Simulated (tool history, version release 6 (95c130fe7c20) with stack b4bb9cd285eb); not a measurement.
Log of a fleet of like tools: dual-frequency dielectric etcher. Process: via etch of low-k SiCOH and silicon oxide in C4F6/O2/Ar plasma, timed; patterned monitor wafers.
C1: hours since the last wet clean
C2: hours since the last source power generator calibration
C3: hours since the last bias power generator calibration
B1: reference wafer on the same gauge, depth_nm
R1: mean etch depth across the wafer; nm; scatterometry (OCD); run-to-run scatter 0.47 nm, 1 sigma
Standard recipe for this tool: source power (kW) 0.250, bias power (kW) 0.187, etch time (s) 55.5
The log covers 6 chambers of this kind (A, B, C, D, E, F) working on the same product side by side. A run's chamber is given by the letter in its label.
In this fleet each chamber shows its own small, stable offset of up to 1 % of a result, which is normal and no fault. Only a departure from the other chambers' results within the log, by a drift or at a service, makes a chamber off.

{"hour": 5.4, "done": "chamber C: wet clean of the chamber"}
{"run": "1F", "hour": 8.0, "source power (kW)": 0.25, "bias power (kW)": 0.187, "etch time (s)": 55.5, "C1": 562.1, "C2": 1500.7, "C3": 3562.9, "B1": 113.99, "R1": 122.36}
{"run": "2D", "hour": 13.4, "source power (kW)": 0.25, "bias power (kW)": 0.187, "etch time (s)": 55.5, "C1": 477.1, "C2": 813.3, "C3": 3644.6, "B1": 114.03, "R1": 124.0}
{"run": "3C", "hour": 17.6, "source power (kW)": 0.25, "bias power (kW)": 0.187, "etch time (s)": 55.5, "C1": 12.2, "C2": 423.9, "C3": 1542.7, "B1": 113.98, "R1": 122.41}
{"run": "4E", "hour": 24.7, "source power (kW)": 0.25, "bias power (kW)": 0.187, "etch time (s)": 55.5, "C1": 196.8, "C2": 1307.7, "C3": 2142.4, "B1": 114.0, "R1": 122.1}
{"run": "5A", "hour": 29.8, "source power (kW)": 0.25, "bias power (kW)": 0.187, "etch time (s)": 55.5, "C1": 430.5, "C2": 100.4, "C3": 1319.2, "B1": 113.9, "R1": 121.82}
{"run": "6B", "hour": 34.9, "source power (kW)": 0.25, "bias power (kW)": 0.187, "etch time (s)": 55.5, "C1": 47.9, "C2": 126.5, "C3": 1402.9, "B1": 114.11, "R1": 122.08}
{"run": "7D", "hour": 42.8, "source power (kW)": 0.25, "bias power (kW)": 0.187, "etch time (s)": 55.5, "C1": 506.5, "C2": 842.7, "C3": 3674.0, "B1": 114.07, "R1": 123.43}
{"run": "8B", "hour": 50.4, "source power (kW)": 0.25, "bias power (kW)": 0.187, "etch time (s)": 55.5, "C1": 63.4, "C2": 142.0, "C3": 1418.4, "B1": 114.0, "R1": 122.57}
{"run": "9E", "hour": 56.4, "source power (kW)": 0.25, "bias power (kW)": 0.187, "etch time (s)": 55.5, "C1": 228.5, "C2": 1339.4, "C3": 2174.1, "B1": 113.96, "R1": 122.41}
{"run": "10A", "hour": 62.5, "source power (kW)": 0.25, "bias power (kW)": 0.187, "etch time (s)": 55.5, "C1": 463.2, "C2": 133.1, "C3": 1351.9, "B1": 114.03, "R1": 122.07}
{"run": "11F", "hour": 67.2, "source power (kW)": 0.25, "bias power (kW)": 0.187, "etch time (s)": 55.5, "C1": 621.3, "C2": 1559.9, "C3": 3622.1, "B1": 114.03, "R1": 122.03}
{"hour": 68.1, "done": "chamber F: wet clean of the chamber"}
{"run": "12C", "hour": 71.9, "source power (kW)": 0.25, "bias power (kW)": 0.147, "etch time (s)": 55.5, "C1": 66.5, "C2": 478.2, "C3": 1597.0, "B1": 113.98, "R1": 113.18}
{"run": "13E", "hour": 80.4, "source power (kW)": 0.25, "bias power (kW)": 0.147, "etch time (s)": 55.5, "C1": 252.5, "C2": 1363.4, "C3": 2198.1, "B1": 114.03, "R1": 112.76}
{"run": "14A", "hour": 84.5, "source power (kW)": 0.25, "bias power (kW)": 0.147, "etch time (s)": 55.5, "C1": 485.2, "C2": 155.1, "C3": 1373.9, "B1": 114.12, "R1": 112.37}
{"run": "15B", "hour": 91.2, "source power (kW)": 0.25, "bias power (kW)": 0.147, "etch time (s)": 55.5, "C1": 104.2, "C2": 182.8, "C3": 1459.2, "B1": 113.97, "R1": 113.32}
{"run": "16F", "hour": 98.4, "source power (kW)": 0.25, "bias power (kW)": 0.147, "etch time (s)": 55.5, "C1": 30.4, "C2": 1591.1, "C3": 3653.3, "B1": 113.94, "R1": 114.12}
{"hour": 99.8, "done": "chamber A: wet clean of the chamber"}
{"run": "17C", "hour": 106.1, "source power (kW)": 0.25, "bias power (kW)": 0.147, "etch time (s)": 55.5, "C1": 100.7, "C2": 512.4, "C3": 1631.2, "B1": 114.01, "R1": 113.03}
{"run": "18D", "hour": 111.4, "source power (kW)": 0.25, "bias power (kW)": 0.187, "etch time (s)": 55.5, "C1": 575.1, "C2": 911.3, "C3": 3742.6, "B1": 113.98, "R1": 122.58}
{"run": "19A", "hour": 118.3, "source power (kW)": 0.25, "bias power (kW)": 0.187, "etch time (s)": 55.5, "C1": 18.5, "C2": 188.9, "C3": 1407.7, "B1": 113.99, "R1": 120.71}
{"run": "20E", "hour": 122.3, "source power (kW)": 0.25, "bias power (kW)": 0.187, "etch time (s)": 55.5, "C1": 294.4, "C2": 1405.3, "C3": 2240.0, "B1": 113.83, "R1": 123.5}
{"run": "21D", "hour": 126.1, "source power (kW)": 0.25, "bias power (kW)": 0.187, "etch time (s)": 55.5, "C1": 589.8, "C2": 926.0, "C3": 3757.3, "B1": 114.03, "R1": 122.77}
{"hour": 127.9, "done": "chamber D: wet clean of the chamber"}
{"run": "22C", "hour": 130.6, "source power (kW)": 0.25, "bias power (kW)": 0.187, "etch time (s)": 55.5, "C1": 125.2, "C2": 536.9, "C3": 1655.7, "B1": 113.97, "R1": 122.23}
{"run": "23F", "hour": 137.3, "source power (kW)": 0.25, "bias power (kW)": 0.187, "etch time (s)": 48.0, "C1": 69.3, "C2": 1630.0, "C3": 3692.2, "B1": 114.02, "R1": 106.1}
{"run": "24B", "hour": 145.7, "source power (kW)": 0.25, "bias power (kW)": 0.187, "etch time (s)": 48.0, "C1": 158.7, "C2": 237.3, "C3": 1513.7, "B1": 113.92, "R1": 105.66}
{"run": "25A", "hour": 151.5, "source power (kW)": 0.25, "bias power (kW)": 0.187, "etch time (s)": 48.0, "C1": 51.7, "C2": 222.1, "C3": 1440.9, "B1": 113.98, "R1": 104.58}
{"run": "26C", "hour": 158.7, "source power (kW)": 0.25, "bias power (kW)": 0.187, "etch time (s)": 48.0, "C1": 153.3, "C2": 565.0, "C3": 1683.8, "B1": 114.01, "R1": 105.9}
{"run": "27F", "hour": 163.3, "source power (kW)": 0.25, "bias power (kW)": 0.187, "etch time (s)": 48.0, "C1": 95.3, "C2": 1656.0, "C3": 3718.2, "B1": 114.0, "R1": 106.29}
{"run": "28B", "hour": 168.7, "source power (kW)": 0.25, "bias power (kW)": 0.187, "etch time (s)": 48.0, "C1": 181.7, "C2": 260.3, "C3": 1536.7, "B1": 114.05, "R1": 106.27}
{"run": "29D", "hour": 176.5, "source power (kW)": 0.25, "bias power (kW)": 0.187, "etch time (s)": 55.5, "C1": 48.7, "C2": 976.4, "C3": 3807.7, "B1": 113.9, "R1": 119.98}
{"run": "30E", "hour": 180.8, "source power (kW)": 0.25, "bias power (kW)": 0.187, "etch time (s)": 55.5, "C1": 352.9, "C2": 1463.8, "C3": 2298.5, "B1": 113.91, "R1": 122.97}
{"run": "31F", "hour": 188.3, "source power (kW)": 0.25, "bias power (kW)": 0.187, "etch time (s)": 55.5, "C1": 120.3, "C2": 1681.0, "C3": 3743.2, "B1": 114.0, "R1": 122.39}
{"run": "32B", "hour": 195.9, "source power (kW)": 0.29, "bias power (kW)": 0.171, "etch time (s)": 55.5, "C1": 208.9, "C2": 287.5, "C3": 1563.9, "B1": 114.07, "R1": 124.69}
{"run": "33D", "hour": 203.4, "source power (kW)": 0.29, "bias power (kW)": 0.171, "etch time (s)": 55.5, "C1": 75.6, "C2": 1003.3, "C3": 3834.6, "B1": 114.15, "R1": 122.92}
{"run": "34E", "hour": 207.5, "source power (kW)": 0.29, "bias power (kW)": 0.171, "etch time (s)": 55.5, "C1": 379.6, "C2": 1490.5, "C3": 2325.2, "B1": 113.91, "R1": 127.43}
{"run": "35C", "hour": 215.9, "source power (kW)": 0.29, "bias power (kW)": 0.171, "etch time (s)": 55.5, "C1": 210.5, "C2": 622.2, "C3": 1741.0, "B1": 114.16, "R1": 124.92}
{"run": "36A", "hour": 219.9, "source power (kW)": 0.29, "bias power (kW)": 0.171, "etch time (s)": 55.5, "C1": 120.1, "C2": 290.5, "C3": 1509.3, "B1": 113.98, "R1": 124.04}
{"run": "37F", "hour": 225.6, "source power (kW)": 0.29, "bias power (kW)": 0.171, "etch time (s)": 55.5, "C1": 157.6, "C2": 1718.3, "C3": 3780.5, "B1": 113.97, "R1": 125.96}

Read the log: is a single chamber off, either drifting away or since a service, is the gauge that measures every chamber drifting, or is nothing wrong beyond small per-chamber offsets? Name any odd chamber and what most likely caused it.

Chamber D came out of a service off from its peers and stayed that way.
Likeliest cause: etch rate under this chamber's usual, % = 2.86.

Which of the 4 candidates below, each the usual settings with something changed and its results left as question marks, puts chamber D back in line with what the other chambers give on the usual settings?
Maximum distance from the other chambers' mean on the usual settings for a result to count as in line: R1 1.70 nm
{"run": "38D-1", "hour": 231.9, "source power (kW)": 0.25, "bias power (kW)": 0.212, "etch time (s)": 55.5, "R1": "?"}
{"run": "38D-2", "hour": 231.9, "source power (kW)": 0.24, "bias power (kW)": 0.187, "etch time (s)": 55.5, "R1": "?"}
{"run": "38D-3", "hour": 231.9, "source power (kW)": 0.25, "bias power (kW)": 0.187, "etch time (s)": 53.0, "R1": "?"}
{"run": "38D-4", "hour": 231.9, "source power (kW)": 0.25, "bias power (kW)": 0.188, "etch time (s)": 56.5, "R1": "?"}

Mean of the other chambers on the usual settings: R1 122.12 nm
run=38D-1 R1=125.04
run=38D-2 R1=118.02
run=38D-3 R1=114.51
run=38D-4 R1=122.29
38D-4 is the one that brings the chamber's results back in line with the other chambers.
